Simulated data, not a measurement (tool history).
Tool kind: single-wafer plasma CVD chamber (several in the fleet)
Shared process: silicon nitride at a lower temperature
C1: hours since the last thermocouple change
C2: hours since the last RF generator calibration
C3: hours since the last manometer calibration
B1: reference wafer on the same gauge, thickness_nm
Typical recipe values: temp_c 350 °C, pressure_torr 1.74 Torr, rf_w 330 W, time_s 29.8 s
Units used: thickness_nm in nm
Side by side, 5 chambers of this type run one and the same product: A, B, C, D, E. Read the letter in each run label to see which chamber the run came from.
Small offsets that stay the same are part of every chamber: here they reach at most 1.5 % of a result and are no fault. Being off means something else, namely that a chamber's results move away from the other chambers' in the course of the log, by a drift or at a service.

{"hour": 2.1, "done": "chamber B: RF generator calibrated"}
{"run": "1E", "hour": 10.7, "temp_c": 350, "pressure_torr": 1.74, "rf_w": 330, "time_s": 29.8, "C1": 398.4, "C2": 626.4, "C3": 835.0, "B1": 42.579, "thickness_nm": 38.41}
{"run": "2D", "hour": 19.1, "temp_c": 350, "pressure_torr": 1.74, "rf_w": 330, "time_s": 29.8, "C1": 1960.3, "C2": 433.7, "C3": 1789.5, "B1": 42.616, "thickness_nm": 38.108}
{"run": "3B", "hour": 28.2, "temp_c": 350, "pressure_torr": 1.74, "rf_w": 330, "time_s": 29.8, "C1": 2327.6, "C2": 26.1, "C3": 2896.6, "B1": 42.585, "thickness_nm": 38.641}
{"run": "4C", "hour": 39.0, "temp_c": 350, "pressure_torr": 1.74, "rf_w": 330, "time_s": 29.8, "C1": 378.2, "C2": 695.1, "C3": 1750.5, "B1": 42.643, "thickness_nm": 37.477}
{"run": "5A", "hour": 50.7, "temp_c": 350, "pressure_torr": 1.74, "rf_w": 330, "time_s": 29.8, "C1": 928.0, "C2": 292.2, "C3": 100.9, "B1": 42.599, "thickness_nm": 37.658}
{"run": "6A", "hour": 59.8, "temp_c": 350, "pressure_torr": 1.74, "rf_w": 330, "time_s": 29.8, "C1": 937.1, "C2": 301.3, "C3": 110.0, "B1": 42.619, "thickness_nm": 38.011}
{"run": "7B", "hour": 66.2, "temp_c": 350, "pressure_torr": 1.74, "rf_w": 330, "time_s": 29.8, "C1": 2365.6, "C2": 64.1, "C3": 2934.6, "B1": 42.584, "thickness_nm": 38.706}
{"run": "8D", "hour": 80.0, "temp_c": 350, "pressure_torr": 1.74, "rf_w": 330, "time_s": 29.8, "C1": 2021.2, "C2": 494.6, "C3": 1850.4, "B1": 42.606, "thickness_nm": 38.143}
{"run": "9E", "hour": 87.8, "temp_c": 350, "pressure_torr": 1.74, "rf_w": 330, "time_s": 29.8, "C1": 475.5, "C2": 703.5, "C3": 912.1, "B1": 42.618, "thickness_nm": 38.35}
{"run": "10C", "hour": 96.3, "temp_c": 350, "pressure_torr": 1.74, "rf_w": 330, "time_s": 29.8, "C1": 435.5, "C2": 752.4, "C3": 1807.8, "B1": 42.583, "thickness_nm": 37.635}
{"hour": 105.4, "done": "chamber D: thermocouple changed; heater temperature recalibrated"}
{"run": "11C", "hour": 106.2, "temp_c": 350, "pressure_torr": 1.74, "rf_w": 330, "time_s": 29.8, "C1": 445.4, "C2": 762.3, "C3": 1817.7, "B1": 42.597, "thickness_nm": 37.795}
{"run": "12E", "hour": 112.2, "temp_c": 350, "pressure_torr": 1.74, "rf_w": 330, "time_s": 29.8, "C1": 499.9, "C2": 727.9, "C3": 936.5, "B1": 42.592, "thickness_nm": 38.057}
{"run": "13A", "hour": 126.3, "temp_c": 350, "pressure_torr": 1.74, "rf_w": 330, "time_s": 29.8, "C1": 1003.6, "C2": 367.8, "C3": 176.5, "B1": 42.607, "thickness_nm": 37.971}
{"run": "14B", "hour": 136.1, "temp_c": 350, "pressure_torr": 1.74, "rf_w": 330, "time_s": 29.8, "C1": 2435.5, "C2": 134.0, "C3": 3004.5, "B1": 42.588, "thickness_nm": 38.723}
{"run": "15D", "hour": 142.1, "temp_c": 350, "pressure_torr": 1.74, "rf_w": 330, "time_s": 29.8, "C1": 36.7, "C2": 556.7, "C3": 1912.5, "B1": 42.626, "thickness_nm": 38.021}
{"run": "16E", "hour": 154.8, "temp_c": 350, "pressure_torr": 1.74, "rf_w": 330, "time_s": 29.8, "C1": 542.5, "C2": 770.5, "C3": 979.1, "B1": 42.615, "thickness_nm": 38.295}
{"run": "17A", "hour": 162.8, "temp_c": 350, "pressure_torr": 1.74, "rf_w": 330, "time_s": 29.8, "C1": 1040.1, "C2": 404.3, "C3": 213.0, "B1": 42.579, "thickness_nm": 37.57}
{"run": "18D", "hour": 172.7, "temp_c": 350, "pressure_torr": 1.33, "rf_w": 330, "time_s": 29.8, "C1": 67.3, "C2": 587.3, "C3": 1943.1, "B1": 42.595, "thickness_nm": 35.439}
{"run": "19B", "hour": 186.2, "temp_c": 350, "pressure_torr": 1.33, "rf_w": 330, "time_s": 29.8, "C1": 2485.6, "C2": 184.1, "C3": 3054.6, "B1": 42.571, "thickness_nm": 35.574}
{"run": "20C", "hour": 196.0, "temp_c": 350, "pressure_torr": 1.33, "rf_w": 330, "time_s": 29.8, "C1": 535.2, "C2": 852.1, "C3": 1907.5, "B1": 42.612, "thickness_nm": 34.645}
{"run": "21E", "hour": 208.9, "temp_c": 350, "pressure_torr": 1.33, "rf_w": 330, "time_s": 29.8, "C1": 596.6, "C2": 824.6, "C3": 1033.2, "B1": 42.615, "thickness_nm": 35.315}
{"hour": 214.6, "done": "chamber B: capacitance manometer re-zeroed and calibrated"}
{"run": "22C", "hour": 217.8, "temp_c": 350, "pressure_torr": 1.33, "rf_w": 330, "time_s": 29.8, "C1": 557.0, "C2": 873.9, "C3": 1929.3, "B1": 42.63, "thickness_nm": 34.529}
{"run": "23B", "hour": 226.9, "temp_c": 350, "pressure_torr": 1.74, "rf_w": 330, "time_s": 29.8, "C1": 2526.3, "C2": 224.8, "C3": 12.3, "B1": 42.596, "thickness_nm": 38.561}
{"run": "24D", "hour": 236.3, "temp_c": 350, "pressure_torr": 1.74, "rf_w": 330, "time_s": 29.8, "C1": 130.9, "C2": 650.9, "C3": 2006.7, "B1": 42.599, "thickness_nm": 38.107}
{"run": "25A", "hour": 249.7, "temp_c": 350, "pressure_torr": 1.74, "rf_w": 330, "time_s": 29.8, "C1": 1127.0, "C2": 491.2, "C3": 299.9, "B1": 42.575, "thickness_nm": 37.794}
{"run": "26E", "hour": 263.1, "temp_c": 350, "pressure_torr": 1.74, "rf_w": 330, "time_s": 29.8, "C1": 650.8, "C2": 878.8, "C3": 1087.4, "B1": 42.624, "thickness_nm": 38.376}
{"run": "27C", "hour": 273.4, "temp_c": 350, "pressure_torr": 1.74, "rf_w": 330, "time_s": 29.8, "C1": 612.6, "C2": 929.5, "C3": 1984.9, "B1": 42.59, "thickness_nm": 36.913}
{"run": "28B", "hour": 283.1, "temp_c": 350, "pressure_torr": 1.74, "rf_w": 330, "time_s": 29.8, "C1": 2582.5, "C2": 281.0, "C3": 68.5, "B1": 42.574, "thickness_nm": 38.332}
{"run": "29D", "hour": 296.6, "temp_c": 350, "pressure_torr": 1.74, "rf_w": 330, "time_s": 29.8, "C1": 191.2, "C2": 711.2, "C3": 2067.0, "B1": 42.583, "thickness_nm": 38.261}
{"run": "30A", "hour": 303.3, "temp_c": 350, "pressure_torr": 1.74, "rf_w": 330, "time_s": 29.8, "C1": 1180.6, "C2": 544.8, "C3": 353.5, "B1": 42.614, "thickness_nm": 38.104}
{"run": "31B", "hour": 314.4, "temp_c": 350, "pressure_torr": 1.74, "rf_w": 330, "time_s": 29.8, "C1": 2613.8, "C2": 312.3, "C3": 99.8, "B1": 42.613, "thickness_nm": 38.44}
{"run": "32C", "hour": 323.0, "temp_c": 350, "pressure_torr": 1.74, "rf_w": 330, "time_s": 29.8, "C1": 662.2, "C2": 979.1, "C3": 2034.5, "B1": 42.597, "thickness_nm": 36.977}
{"run": "33D", "hour": 331.0, "temp_c": 350, "pressure_torr": 1.74, "rf_w": 330, "time_s": 29.8, "C1": 225.6, "C2": 745.6, "C3": 2101.4, "B1": 42.613, "thickness_nm": 38.377}
{"run": "34E", "hour": 343.0, "temp_c": 350, "pressure_torr": 1.74, "rf_w": 330, "time_s": 29.8, "C1": 730.7, "C2": 958.7, "C3": 1167.3, "B1": 42.601, "thickness_nm": 38.333}
{"run": "35A", "hour": 356.5, "temp_c": 350, "pressure_torr": 1.74, "rf_w": 330, "time_s": 29.8, "C1": 1233.8, "C2": 598.0, "C3": 406.7, "B1": 42.532, "thickness_nm": 37.756}
{"run": "36A", "hour": 364.1, "temp_c": 350, "pressure_torr": 1.74, "rf_w": 330, "time_s": 29.8, "C1": 1241.4, "C2": 605.6, "C3": 414.3, "B1": 42.611, "thickness_nm": 37.984}
{"run": "37B", "hour": 373.2, "temp_c": 350, "pressure_torr": 1.74, "rf_w": 330, "time_s": 29.8, "C1": 2672.6, "C2": 371.1, "C3": 158.6, "B1": 42.63, "thickness_nm": 38.282}
{"run": "38E", "hour": 383.0, "temp_c": 350, "pressure_torr": 1.74, "rf_w": 330, "time_s": 29.8, "C1": 770.7, "C2": 998.7, "C3": 1207.3, "B1": 42.582, "thickness_nm": 38.582}

Is one chamber off against the others, does the gauge drift, or is nothing wrong? If a chamber is off, say which, and what the likeliest cause is.

Chamber C drifts away from the others.
Cause: delivered RF power below the setpoint (%) = 4.55.

Chamber C could run next with any of the 4 candidate recipes listed below; each alters the usual settings, and their results appear as question marks. Which one brings its results back in line with what the other chambers deliver on the usual settings?
Counts as in line when no further than this from what the other chambers average on the usual settings: thickness_nm 0.520 nm
{"run": "39C-1", "hour": 393.0, "temp_c": 350, "pressure_torr": 1.74, "rf_w": 325, "time_s": 28.9, "thickness_nm": "?"}
{"run": "39C-2", "hour": 393.0, "temp_c": 350, "pressure_torr": 1.76, "rf_w": 335, "time_s": 30.6, "thickness_nm": "?"}
{"run": "39C-3", "hour": 393.0, "temp_c": 350, "pressure_torr": 1.73, "rf_w": 330, "time_s": 29.5, "thickness_nm": "?"}
{"run": "39C-4", "hour": 393.0, "temp_c": 350, "pressure_torr": 1.76, "rf_w": 335, "time_s": 29.8, "thickness_nm": "?"}

Usual-settings mean across the other chambers: thickness_nm 38.186 nm
run=39C-1 thickness_nm=35.108
run=39C-2 thickness_nm=38.063
run=39C-3 thickness_nm=36.152
run=39C-4 thickness_nm=37.070
The answer is 39C-2, which returns the chamber to within the allowed miss of the others.

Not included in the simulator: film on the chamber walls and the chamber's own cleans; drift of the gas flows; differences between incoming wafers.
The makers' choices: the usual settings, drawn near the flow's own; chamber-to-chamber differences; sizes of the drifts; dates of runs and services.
